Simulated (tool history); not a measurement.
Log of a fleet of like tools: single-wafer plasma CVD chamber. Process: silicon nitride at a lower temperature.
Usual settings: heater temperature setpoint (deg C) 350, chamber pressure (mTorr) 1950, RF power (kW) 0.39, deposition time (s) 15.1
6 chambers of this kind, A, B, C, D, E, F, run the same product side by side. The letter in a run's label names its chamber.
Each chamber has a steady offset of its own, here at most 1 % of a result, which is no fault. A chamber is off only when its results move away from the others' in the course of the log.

run,hour,heater temperature setpoint (deg C),chamber pressure (mTorr),RF power (kW),deposition time (s),hours since the last thermocouple change,hours since the last RF generator calibration,hours since the last manometer calibration,"read-back reference wafer on the same gauge, thickness_nm",mean film thickness on the monitor wafer (Å)
1A,2,350,1950,0.39,15.1,273.3,1748,1625,22.29,220.95
2F,6,350,1950,0.39,15.1,362.8,552,1157.7,22.311,222.18
3C,9.7,350,1950,0.39,15.1,1462.3,577.8,2193.2,22.317,223.09
4E,13.4,350,1950,0.39,15.1,792.1,702.7,173.4,22.323,221.93
5B,16.3,337,1950,0.39,15.1,2042.6,591.8,230.6,22.313,222.72
6D,20.1,337,1950,0.39,15.1,1212.8,2332.8,1724,22.325,221.98
7A,24,337,1950,0.39,15.1,295.3,1770,1647,22.322,221.28
8F,28.2,337,1950,0.39,15.1,385,574.2,1179.9,22.326,223.13
9C,31.5,337,1950,0.39,15.1,1484.1,599.6,2215,22.326,224.02
10D,35.7,337,1950,0.39,15.1,1228.4,2348.4,1739.6,22.333,222.49
11E,38.7,350,1950,0.39,15.1,817.4,728,198.7,22.341,222.23
12B,41.1,350,1950,0.39,15.1,2067.4,616.6,255.4,22.336,221.45
13F,44.9,350,1950,0.39,15.1,401.7,590.9,1196.6,22.347,222.31
14A,48.3,350,1950,0.39,15.1,319.6,1794.3,1671.3,22.358,221.32
15C,53,350,1950,0.39,15.1,1505.6,621.1,2236.5,22.354,223.51
16E,57.5,350,1950,0.39,15.1,836.2,746.8,217.5,22.361,222.46
17B,61,350,1950,0.39,15.1,2087.3,636.5,275.3,22.352,222.77
18D,64.6,350,1950,0.39,15.1,1257.3,2377.3,1768.5,22.38,221.73
19C,67.9,350,1950,0.39,15.1,1520.5,636,2251.4,22.376,223.11
# hour 68.9: chamber A: capacitance manometer re-zeroed and calibrated
20A,72.1,350,1950,0.39,15.1,343.4,1818.1,3.3,22.367,221.44
21E,74.4,350,1950,0.39,15.1,853.1,763.7,234.4,22.374,222.68
22F,76.5,350,1950,0.39,15.1,433.3,622.5,1228.2,22.378,223.05
# hour 77.5: chamber B: thermocouple changed; heater temperature recalibrated
23B,79,350,1950,0.39,15.1,1.6,654.5,293.3,22.374,222.35
24D,81.9,350,1950,0.39,15.1,1274.6,2394.6,1785.8,22.378,221.85
25B,84.1,350,1950,0.39,15.1,6.7,659.6,298.4,22.376,222.39
26E,86.3,350,1950,0.39,15.1,865,775.6,246.3,22.387,222.17
# hour 88.9: chamber D: RF generator calibrated
27F,90,350,1950,0.39,15.1,446.8,636,1241.7,22.377,223.72
28D,92.3,350,1950,0.39,15.1,1285,3.4,1796.2,22.395,222.29
29A,94.9,350,1950,0.39,15.1,366.2,1840.9,26.1,22.394,221.48
30C,99.1,350,1950,0.39,15.1,1551.7,667.2,2282.6,22.391,223.65
31E,103.2,350,1950,0.39,15.1,881.9,792.5,263.2,22.401,222.74
32F,107.1,350,1950,0.39,15.1,463.9,653.1,1258.8,22.406,223.31
33A,109.5,350,1950,0.39,15.1,380.8,1855.5,40.7,22.404,221.67
34D,112.6,350,1950,0.39,15.1,1305.3,23.7,1816.5,22.417,221.97
35B,114.7,350,1950,0.39,15.1,37.3,690.2,329,22.417,222.7
36C,119.1,350,1950,0.39,15.1,1571.7,687.2,2302.6,22.42,223.69
37B,123.6,350,1950,0.39,15.1,46.2,699.1,337.9,22.43,222.09
38E,126.5,342,2250,0.39,15.1,905.2,815.8,286.5,22.423,231.17
39A,131,342,2250,0.39,15.1,402.3,1877,62.2,22.433,230.93
40D,135,342,2250,0.39,15.1,1327.7,46.1,1838.9,22.433,231.29
41C,138.5,342,2250,0.39,15.1,1591.1,706.6,2322,22.441,234.27
42F,142.1,342,2250,0.39,15.1,498.9,688.1,1293.8,22.444,232.43
43E,146.5,342,2250,0.39,15.1,925.2,835.8,306.5,22.44,231.78

Next, every chamber runs the same settings. What will each give?
44A,149.8,350,1950,0.44,15.1,,,,,?
44B,149.8,350,1950,0.44,15.1,,,,,?
44C,149.8,350,1950,0.44,15.1,,,,,?
44D,149.8,350,1950,0.44,15.1,,,,,?
44E,149.8,350,1950,0.44,15.1,,,,,?
44F,149.8,350,1950,0.44,15.1,,,,,?

run,mean film thickness on the monitor wafer (Å)
44A,238.73
44B,239.86
44C,241.1
44D,239.1
44E,239.02
44F,240.19

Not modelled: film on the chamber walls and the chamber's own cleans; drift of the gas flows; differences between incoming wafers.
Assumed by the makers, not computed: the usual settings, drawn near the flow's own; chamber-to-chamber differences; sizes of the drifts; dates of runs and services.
